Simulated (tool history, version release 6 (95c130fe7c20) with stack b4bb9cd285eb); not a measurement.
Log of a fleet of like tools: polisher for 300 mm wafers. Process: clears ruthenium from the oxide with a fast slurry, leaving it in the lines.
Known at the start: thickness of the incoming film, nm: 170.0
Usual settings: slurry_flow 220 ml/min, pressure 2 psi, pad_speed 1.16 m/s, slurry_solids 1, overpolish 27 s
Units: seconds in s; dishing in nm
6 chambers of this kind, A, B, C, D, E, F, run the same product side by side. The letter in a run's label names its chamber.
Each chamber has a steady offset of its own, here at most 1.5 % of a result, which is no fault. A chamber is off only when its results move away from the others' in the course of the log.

{"day": 0.088, "done": "chamber B: worn pad replaced by a new one"}
{"run": "1B", "day": 0.175, "slurry_flow": 220, "pressure": 2, "pad_speed": 1.16, "slurry_solids": 1, "overpolish": 27, "seconds": 51.288, "dishing": 65.258}
{"day": 0.238, "done": "chamber F: worn pad replaced by a new one"}
{"run": "2D", "day": 0.275, "slurry_flow": 220, "pressure": 2, "pad_speed": 1.16, "slurry_solids": 1, "overpolish": 27, "seconds": 51.504, "dishing": 64.57}
{"run": "3C", "day": 0.362, "slurry_flow": 220, "pressure": 2, "pad_speed": 1.16, "slurry_solids": 1, "overpolish": 27, "seconds": 50.95, "dishing": 65.792}
{"run": "4F", "day": 0.488, "slurry_flow": 220, "pressure": 2, "pad_speed": 1.16, "slurry_solids": 1, "overpolish": 27, "seconds": 51.468, "dishing": 66.656}
{"day": 0.579, "done": "chamber A: worn pad replaced by a new one"}
{"run": "5A", "day": 0.583, "slurry_flow": 220, "pressure": 2, "pad_speed": 1.16, "slurry_solids": 1, "overpolish": 27, "seconds": 51.724, "dishing": 65.887}
{"run": "6E", "day": 0.658, "slurry_flow": 220, "pressure": 2, "pad_speed": 1.16, "slurry_solids": 1, "overpolish": 27, "seconds": 50.263, "dishing": 64.691}
{"day": 0.733, "done": "chamber D: worn pad replaced by a new one"}
{"run": "7E", "day": 0.788, "slurry_flow": 220, "pressure": 2, "pad_speed": 1.16, "slurry_solids": 1, "overpolish": 27, "seconds": 53.629, "dishing": 65.049}
{"run": "8C", "day": 0.925, "slurry_flow": 220, "pressure": 2, "pad_speed": 1.16, "slurry_solids": 0.8, "overpolish": 27, "seconds": 56.488, "dishing": 60.245}
{"day": 1.021, "done": "chamber E: slurry blender recalibrated"}
{"run": "9F", "day": 1.062, "slurry_flow": 220, "pressure": 2, "pad_speed": 1.16, "slurry_solids": 0.8, "overpolish": 27, "seconds": 58.854, "dishing": 60.271}
{"run": "10D", "day": 1.192, "slurry_flow": 220, "pressure": 2, "pad_speed": 1.16, "slurry_solids": 0.8, "overpolish": 27, "seconds": 57.953, "dishing": 58.682}
{"day": 1.225, "done": "chamber C: slurry blender recalibrated"}
{"day": 1.258, "done": "chamber C: worn pad replaced by a new one"}
{"run": "11B", "day": 1.358, "slurry_flow": 220, "pressure": 2, "pad_speed": 1.16, "slurry_solids": 0.8, "overpolish": 27, "seconds": 57.508, "dishing": 60.007}
{"day": 1.367, "done": "chamber C: slurry nozzle cleaned"}
{"run": "12A", "day": 1.475, "slurry_flow": 220, "pressure": 2, "pad_speed": 1.16, "slurry_solids": 0.8, "overpolish": 27, "seconds": 58.733, "dishing": 61.372}
{"run": "13D", "day": 1.642, "slurry_flow": 220, "pressure": 2, "pad_speed": 1.16, "slurry_solids": 0.8, "overpolish": 27, "seconds": 58.053, "dishing": 59.894}
{"run": "14B", "day": 1.762, "slurry_flow": 220, "pressure": 2, "pad_speed": 1.16, "slurry_solids": 1, "overpolish": 27, "seconds": 51.554, "dishing": 65.096}
{"day": 1.871, "done": "chamber E: head pressure recalibrated"}
{"run": "15A", "day": 1.875, "slurry_flow": 220, "pressure": 1.8, "pad_speed": 1.16, "slurry_solids": 1, "overpolish": 27, "seconds": 58.544, "dishing": 60.474}
{"run": "16F", "day": 1.967, "slurry_flow": 220, "pressure": 1.8, "pad_speed": 1.16, "slurry_solids": 1, "overpolish": 27, "seconds": 57.41, "dishing": 58.526}
{"run": "17C", "day": 2.133, "slurry_flow": 220, "pressure": 1.8, "pad_speed": 1.16, "slurry_solids": 1, "overpolish": 27, "seconds": 57.056, "dishing": 60.002}
{"day": 2.146, "done": "chamber E: worn pad replaced by a new one"}
{"run": "18E", "day": 2.233, "slurry_flow": 220, "pressure": 1.8, "pad_speed": 1.16, "slurry_solids": 1, "overpolish": 27, "seconds": 56.606, "dishing": 59.244}
{"run": "19A", "day": 2.325, "slurry_flow": 220, "pressure": 1.8, "pad_speed": 1.16, "slurry_solids": 1, "overpolish": 27, "seconds": 58.418, "dishing": 60.913}
{"run": "20D", "day": 2.433, "slurry_flow": 220, "pressure": 1.8, "pad_speed": 1.16, "slurry_solids": 1, "overpolish": 27, "seconds": 56.605, "dishing": 60.534}
{"run": "21E", "day": 2.512, "slurry_flow": 220, "pressure": 2, "pad_speed": 0.88, "slurry_solids": 1, "overpolish": 27, "seconds": 66.574, "dishing": 51.548}
{"day": 2.546, "done": "chamber A: worn pad replaced by a new one"}
{"run": "22F", "day": 2.646, "slurry_flow": 220, "pressure": 2, "pad_speed": 0.88, "slurry_solids": 1, "overpolish": 27, "seconds": 69.946, "dishing": 51.204}
{"run": "23C", "day": 2.767, "slurry_flow": 220, "pressure": 2, "pad_speed": 0.88, "slurry_solids": 1, "overpolish": 27, "seconds": 67.495, "dishing": 53.442}
{"run": "24B", "day": 2.883, "slurry_flow": 220, "pressure": 2, "pad_speed": 0.88, "slurry_solids": 1, "overpolish": 27, "seconds": 68.594, "dishing": 52.79}
{"run": "25D", "day": 2.988, "slurry_flow": 220, "pressure": 2, "pad_speed": 0.88, "slurry_solids": 1, "overpolish": 27, "seconds": 69.751, "dishing": 50.568}
{"run": "26E", "day": 3.075, "slurry_flow": 220, "pressure": 2, "pad_speed": 0.88, "slurry_solids": 1, "overpolish": 27, "seconds": 69.015, "dishing": 52.792}
{"day": 3.171, "done": "chamber F: worn pad replaced by a new one"}
{"run": "27B", "day": 3.233, "slurry_flow": 220, "pressure": 2, "pad_speed": 1.16, "slurry_solids": 1, "overpolish": 27, "seconds": 50.586, "dishing": 63.812}
{"day": 3.288, "done": "chamber D: worn pad replaced by a new one"}
{"run": "28C", "day": 3.388, "slurry_flow": 220, "pressure": 2.6, "pad_speed": 1.16, "slurry_solids": 1, "overpolish": 27, "seconds": 40.105, "dishing": 80.257}
{"day": 3.412, "done": "chamber B: worn pad replaced by a new one"}
{"run": "29A", "day": 3.492, "slurry_flow": 220, "pressure": 2.6, "pad_speed": 1.16, "slurry_solids": 1, "overpolish": 27, "seconds": 39.462, "dishing": 79.303}
{"run": "30F", "day": 3.588, "slurry_flow": 220, "pressure": 2.6, "pad_speed": 1.16, "slurry_solids": 1, "overpolish": 27, "seconds": 41.959, "dishing": 78.138}
{"day": 3.683, "done": "chamber A: slurry blender recalibrated"}
{"run": "31B", "day": 3.696, "slurry_flow": 220, "pressure": 2.6, "pad_speed": 1.16, "slurry_solids": 1, "overpolish": 27, "seconds": 38.439, "dishing": 76.639}
{"run": "32D", "day": 3.858, "slurry_flow": 220, "pressure": 2.6, "pad_speed": 1.16, "slurry_solids": 1, "overpolish": 27, "seconds": 40.041, "dishing": 79.423}
{"run": "33C", "day": 3.967, "slurry_flow": 220, "pressure": 2.6, "pad_speed": 1.16, "slurry_solids": 1, "overpolish": 27, "seconds": 39.268, "dishing": 79.543}
{"run": "34A", "day": 4.05, "slurry_flow": 220, "pressure": 2, "pad_speed": 1.16, "slurry_solids": 1, "overpolish": 27, "seconds": 51.977, "dishing": 65.404}
{"run": "35F", "day": 4.2, "slurry_flow": 220, "pressure": 2, "pad_speed": 1.16, "slurry_solids": 1, "overpolish": 27, "seconds": 55.282, "dishing": 60.492}
{"run": "36E", "day": 4.338, "slurry_flow": 220, "pressure": 2, "pad_speed": 1.16, "slurry_solids": 1, "overpolish": 27, "seconds": 51.206, "dishing": 64.398}
{"run": "37D", "day": 4.475, "slurry_flow": 220, "pressure": 2, "pad_speed": 1.16, "slurry_solids": 1, "overpolish": 27, "seconds": 52.7, "dishing": 64.091}
{"run": "38A", "day": 4.646, "slurry_flow": 155, "pressure": 2.3, "pad_speed": 1.16, "slurry_solids": 1, "overpolish": 27, "seconds": 47.978, "dishing": 70.626}
{"day": 4.667, "done": "chamber A: worn pad replaced by a new one"}
{"day": 4.779, "done": "chamber E: worn pad replaced by a new one"}
{"run": "39B", "day": 4.812, "slurry_flow": 155, "pressure": 2.3, "pad_speed": 1.16, "slurry_solids": 1, "overpolish": 27, "seconds": 45.736, "dishing": 70}
{"run": "40C", "day": 4.904, "slurry_flow": 155, "pressure": 2.3, "pad_speed": 1.16, "slurry_solids": 1, "overpolish": 27, "seconds": 47.446, "dishing": 69.661}
{"run": "41F", "day": 5.004, "slurry_flow": 155, "pressure": 2.3, "pad_speed": 1.16, "slurry_solids": 1, "overpolish": 27, "seconds": 52.578, "dishing": 63.249}
{"run": "42E", "day": 5.125, "slurry_flow": 155, "pressure": 2.3, "pad_speed": 1.16, "slurry_solids": 1, "overpolish": 27, "seconds": 46.902, "dishing": 68.113}
{"run": "43A", "day": 5.233, "slurry_flow": 155, "pressure": 2.3, "pad_speed": 1.16, "slurry_solids": 1, "overpolish": 27, "seconds": 47.12, "dishing": 70.426}
{"run": "44E", "day": 5.4, "slurry_flow": 220, "pressure": 2, "pad_speed": 1.16, "slurry_solids": 1, "overpolish": 27, "seconds": 52.715, "dishing": 65.33}

All 6 chambers run these settings next. Forecast each chamber's results:
{"run": "45A", "day": 5.529, "slurry_flow": 220, "pressure": 2, "pad_speed": 1.16, "slurry_solids": 1, "overpolish": 27, "seconds": "?", "dishing": "?"}
{"run": "45B", "day": 5.529, "slurry_flow": 220, "pressure": 2, "pad_speed": 1.16, "slurry_solids": 1, "overpolish": 27, "seconds": "?", "dishing": "?"}
{"run": "45C", "day": 5.529, "slurry_flow": 220, "pressure": 2, "pad_speed": 1.16, "slurry_solids": 1, "overpolish": 27, "seconds": "?", "dishing": "?"}
{"run": "45D", "day": 5.529, "slurry_flow": 220, "pressure": 2, "pad_speed": 1.16, "slurry_solids": 1, "overpolish": 27, "seconds": "?", "dishing": "?"}
{"run": "45E", "day": 5.529, "slurry_flow": 220, "pressure": 2, "pad_speed": 1.16, "slurry_solids": 1, "overpolish": 27, "seconds": "?", "dishing": "?"}
{"run": "45F", "day": 5.529, "slurry_flow": 220, "pressure": 2, "pad_speed": 1.16, "slurry_solids": 1, "overpolish": 27, "seconds": "?", "dishing": "?"}

run=45A seconds=51.878 dishing=66.71
run=45B seconds=50.67 dishing=64.892
run=45C seconds=50.978 dishing=65.435
run=45D seconds=51.889 dishing=65.574
run=45E seconds=52.089 dishing=64.789
run=45F seconds=57.174 dishing=59.517
